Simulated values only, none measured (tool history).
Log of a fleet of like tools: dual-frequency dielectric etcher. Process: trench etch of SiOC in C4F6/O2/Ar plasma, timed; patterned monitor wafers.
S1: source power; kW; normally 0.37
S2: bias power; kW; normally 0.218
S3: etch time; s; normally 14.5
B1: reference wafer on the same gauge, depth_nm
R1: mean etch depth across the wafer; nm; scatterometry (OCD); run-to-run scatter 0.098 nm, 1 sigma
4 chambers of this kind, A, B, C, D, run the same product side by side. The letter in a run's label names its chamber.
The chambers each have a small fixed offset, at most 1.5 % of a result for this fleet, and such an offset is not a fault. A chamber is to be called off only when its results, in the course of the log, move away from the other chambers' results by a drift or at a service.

Run 1C, hour 7.7: usual settings; B1 31.382. Result: R1 30.901 nm.
Run 2D, hour 12.6: usual settings; B1 31.388. Result: R1 31.2 nm.
Run 3B, hour 20.5: usual settings; B1 31.391. Result: R1 31.416 nm.
Run 4A, hour 28.5: usual settings; B1 31.39. Result: R1 30.915 nm.
Run 5D, hour 34: usual settings; B1 31.4. Result: R1 30.929 nm.
At hour 34.4: chamber D: wet clean of the chamber.
Run 6A, hour 41.7: usual settings; B1 31.392. Result: R1 30.886 nm.
Run 7C, hour 48.6: usual settings; B1 31.409. Result: R1 30.942 nm.
Run 8B, hour 56.1: usual settings; B1 31.388. Result: R1 31.379 nm.
At hour 64.6: chamber A: wet clean of the chamber.
Run 9A, hour 65.4: usual settings; B1 31.415. Result: R1 29.908 nm.
Run 10C, hour 71.6: usual settings; B1 31.414. Result: R1 31.104 nm.
Run 11D, hour 80.9: usual settings; B1 31.397. Result: R1 31.076 nm.
Run 12B, hour 86: usual settings but S2 0.181 kW, S3 12.5 s; B1 31.395. Result: R1 25.563 nm.
Run 13D, hour 95: usual settings but S2 0.181 kW, S3 12.5 s; B1 31.372. Result: R1 25.257 nm.
Run 14B, hour 101.9: usual settings but S2 0.181 kW, S3 12.5 s; B1 31.39. Result: R1 25.454 nm.
Run 15C, hour 107.1: usual settings but S2 0.181 kW, S3 12.5 s; B1 31.399. Result: R1 25.173 nm.
Run 16A, hour 113.3: usual settings; B1 31.404. Result: R1 29.928 nm.
Run 17A, hour 117.6: usual settings; B1 31.427. Result: R1 29.731 nm.
Run 18C, hour 121.8: usual settings; B1 31.419. Result: R1 30.762 nm.
Run 19D, hour 128.5: usual settings; B1 31.405. Result: R1 30.876 nm.
Run 20B, hour 132.9: usual settings; B1 31.406. Result: R1 31.46 nm.
Run 21C, hour 137.1: usual settings; B1 31.402. Result: R1 30.835 nm.
Run 22D, hour 146.3: usual settings; B1 31.401. Result: R1 31.055 nm.
Run 23A, hour 154.1: usual settings but S2 0.269 kW; B1 31.409. Result: R1 32.23 nm.
Run 24B, hour 158.8: usual settings but S2 0.269 kW; B1 31.426. Result: R1 33.721 nm.
Run 25C, hour 167.1: usual settings but S2 0.269 kW; B1 31.395. Result: R1 33.066 nm.
Run 26A, hour 173.8: usual settings but S2 0.269 kW; B1 31.423. Result: R1 32.155 nm.
Run 27B, hour 182.7: usual settings; B1 31.398. Result: R1 31.59 nm.
Run 28D, hour 190.6: usual settings; B1 31.402. Result: R1 30.934 nm.
Run 29C, hour 195.2: usual settings but S1 0.45 kW; B1 31.397. Result: R1 33.323 nm.
Run 30D, hour 202.5: usual settings but S1 0.45 kW; B1 31.396. Result: R1 33.45 nm.
Run 31B, hour 208.4: usual settings but S1 0.45 kW; B1 31.403. Result: R1 33.847 nm.

Each of the 4 chambers runs these same settings next. Fill in every chamber's results:
Run 32A, hour 215.1: usual settings. Result: R1 ?.
Run 32B, hour 215.1: usual settings. Result: R1 ?.
Run 32C, hour 215.1: usual settings. Result: R1 ?.
Run 32D, hour 215.1: usual settings. Result: R1 ?.

run      R1
32A   29.92
32B  31.481
32C  30.993
32D  30.966
